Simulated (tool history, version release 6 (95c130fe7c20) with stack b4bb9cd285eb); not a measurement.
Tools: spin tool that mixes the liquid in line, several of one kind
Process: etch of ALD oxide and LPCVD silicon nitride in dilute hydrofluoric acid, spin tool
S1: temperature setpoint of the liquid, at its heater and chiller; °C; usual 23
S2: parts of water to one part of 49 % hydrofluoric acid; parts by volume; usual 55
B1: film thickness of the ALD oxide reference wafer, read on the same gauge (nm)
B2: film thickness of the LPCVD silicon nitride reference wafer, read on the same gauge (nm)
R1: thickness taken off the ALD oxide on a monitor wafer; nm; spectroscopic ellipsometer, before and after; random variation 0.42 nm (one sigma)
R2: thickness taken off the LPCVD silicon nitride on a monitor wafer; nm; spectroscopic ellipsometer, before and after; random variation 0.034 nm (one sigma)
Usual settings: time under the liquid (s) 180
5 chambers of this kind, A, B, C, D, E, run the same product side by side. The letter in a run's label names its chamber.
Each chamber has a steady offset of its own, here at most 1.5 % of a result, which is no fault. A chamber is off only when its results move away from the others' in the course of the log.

run 1C hour=10.4 | S1=23 S2=55 time_under_the_liquid_(s)=180 | B1=120.01 B2=129.93 | R1=56.981 R2=1.6944
run 2E hour=20.6 | S1=23 S2=55 time_under_the_liquid_(s)=180 | B1=120 B2=129.96 | R1=58.532 R2=1.614
run 3B hour=25.8 | S1=23 S2=55 time_under_the_liquid_(s)=180 | B1=119.97 B2=129.98 | R1=57.627 R2=1.6346
run 4D hour=33.7 | S1=23 S2=55 time_under_the_liquid_(s)=180 | B1=120 B2=130.03 | R1=58.199 R2=1.5545
-- hour=38.8 chamber B: hydrofluoric acid flow meter replaced
run 5A hour=39 | S1=23 S2=55 time_under_the_liquid_(s)=180 | B1=120.01 B2=130 | R1=58.316 R2=1.6983
run 6C hour=48 | S1=23 S2=55 time_under_the_liquid_(s)=180 | B1=120.01 B2=130.05 | R1=57.799 R2=1.6571
run 7A hour=56.1 | S1=23 S2=55 time_under_the_liquid_(s)=180 | B1=120.03 B2=130 | R1=58.688 R2=1.6677
run 8D hour=63.8 | S1=23 S2=55 time_under_the_liquid_(s)=180 | B1=120.01 B2=129.99 | R1=58.424 R2=1.6459
run 9B hour=73.3 | S1=23 S2=55 time_under_the_liquid_(s)=180 | B1=120 B2=130.02 | R1=57.286 R2=1.6664
run 10E hour=81.9 | S1=23 S2=55 time_under_the_liquid_(s)=180 | B1=119.99 B2=130.03 | R1=59.127 R2=1.6389
run 11A hour=90.2 | S1=23 S2=55 time_under_the_liquid_(s)=180 | B1=120.01 B2=129.99 | R1=58.209 R2=1.6267
run 12C hour=95.8 | S1=23 S2=55 time_under_the_liquid_(s)=180 | B1=119.98 B2=130.01 | R1=58.675 R2=1.7158
run 13D hour=105 | S1=23 S2=55 time_under_the_liquid_(s)=180 | B1=120 B2=130.01 | R1=58.333 R2=1.5997
run 14B hour=114.8 | S1=23 S2=55 time_under_the_liquid_(s)=180 | B1=120.02 B2=130.03 | R1=56.64 R2=1.5992
run 15E hour=124.1 | S1=23 S2=55 time_under_the_liquid_(s)=180 | B1=120.01 B2=130.01 | R1=59.244 R2=1.6247
run 16C hour=128.9 | S1=23 S2=55 time_under_the_liquid_(s)=180 | B1=120.01 B2=130.04 | R1=57.549 R2=1.6574
run 17A hour=136.7 | S1=23 S2=55 time_under_the_liquid_(s)=180 | B1=119.98 B2=129.96 | R1=57.674 R2=1.6895
run 18E hour=143.3 | S1=23 S2=55 time_under_the_liquid_(s)=180 | B1=120 B2=130.06 | R1=59.289 R2=1.67
-- hour=148.2 chamber A: hydrofluoric acid flow meter replaced
run 19B hour=148.6 | S1=23 S2=55 time_under_the_liquid_(s)=180 | B1=120 B2=130.03 | R1=57.495 R2=1.5151
run 20D hour=155.4 | S1=23 S2=55 time_under_the_liquid_(s)=180 | B1=120.01 B2=130.02 | R1=58.087 R2=1.6612
run 21A hour=165.4 | S1=23 S2=55 time_under_the_liquid_(s)=180 | B1=120 B2=130.05 | R1=58.007 R2=1.6305
run 22E hour=170.3 | S1=23 S2=70 time_under_the_liquid_(s)=180 | B1=120.02 B2=130.01 | R1=45.26 R2=1.2854
run 23B hour=176.4 | S1=23 S2=70 time_under_the_liquid_(s)=180 | B1=119.98 B2=130 | R1=43.234 R2=1.2427
run 24C hour=181.7 | S1=23 S2=70 time_under_the_liquid_(s)=180 | B1=120.01 B2=130.03 | R1=44.696 R2=1.3446
run 25D hour=187.8 | S1=23 S2=70 time_under_the_liquid_(s)=180 | B1=120.01 B2=129.99 | R1=44.088 R2=1.3449
run 26B hour=197.8 | S1=23 S2=70 time_under_the_liquid_(s)=180 | B1=120.03 B2=130.05 | R1=42.862 R2=1.2492
run 27A hour=202.7 | S1=23 S2=55 time_under_the_liquid_(s)=180 | B1=119.98 B2=130.03 | R1=58.515 R2=1.6778
run 28E hour=207.9 | S1=20.5 S2=55 time_under_the_liquid_(s)=180 | B1=120.02 B2=129.99 | R1=52.583 R2=1.4358
run 29C hour=215.3 | S1=20.5 S2=55 time_under_the_liquid_(s)=180 | B1=119.99 B2=129.94 | R1=52.364 R2=1.3597
run 30D hour=223.2 | S1=20.5 S2=55 time_under_the_liquid_(s)=180 | B1=119.98 B2=130.02 | R1=51.655 R2=1.3357
run 31E hour=231.6 | S1=20.5 S2=55 time_under_the_liquid_(s)=180 | B1=119.98 B2=130 | R1=53.233 R2=1.4366
run 32A hour=237.1 | S1=20.5 S2=55 time_under_the_liquid_(s)=180 | B1=120 B2=130 | R1=52.344 R2=1.387
run 33B hour=244.4 | S1=23 S2=55 time_under_the_liquid_(s)=180 | B1=120.02 B2=130.05 | R1=54.329 R2=1.5141
run 34D hour=248.9 | S1=23 S2=55 time_under_the_liquid_(s)=180 | B1=120.02 B2=130.04 | R1=58.228 R2=1.6573
run 35C hour=256.6 | S1=23 S2=55 time_under_the_liquid_(s)=180 | B1=119.98 B2=130 | R1=57.788 R2=1.6539
run 36D hour=264.4 | S1=23 S2=55 time_under_the_liquid_(s)=180 | B1=120 B2=130.03 | R1=58.665 R2=1.6365
run 37C hour=271.8 | S1=23 S2=55 time_under_the_liquid_(s)=180 | B1=120.01 B2=130.03 | R1=57.018 R2=1.6195
run 38E hour=277.2 | S1=23 S2=55 time_under_the_liquid_(s)=180 | B1=119.99 B2=130.03 | R1=58.315 R2=1.6749
run 39A hour=285.2 | S1=23 S2=55 time_under_the_liquid_(s)=180 | B1=120.04 B2=130.03 | R1=57.627 R2=1.6801

Next, every chamber runs the same settings. What will each give?
run 40A hour=292.6 | S1=23 S2=55 time_under_the_liquid_(s)=180 | R1=? R2=?
run 40B hour=292.6 | S1=23 S2=55 time_under_the_liquid_(s)=180 | R1=? R2=?
run 40C hour=292.6 | S1=23 S2=55 time_under_the_liquid_(s)=180 | R1=? R2=?
run 40D hour=292.6 | S1=23 S2=55 time_under_the_liquid_(s)=180 | R1=? R2=?
run 40E hour=292.6 | S1=23 S2=55 time_under_the_liquid_(s)=180 | R1=? R2=?

run=40A R1=58.213 R2=1.6635
run=40B R1=53.964 R2=1.4376
run=40C R1=58.032 R2=1.6226
run=40D R1=57.088 R2=1.6586
run=40E R1=58.791 R2=1.6344

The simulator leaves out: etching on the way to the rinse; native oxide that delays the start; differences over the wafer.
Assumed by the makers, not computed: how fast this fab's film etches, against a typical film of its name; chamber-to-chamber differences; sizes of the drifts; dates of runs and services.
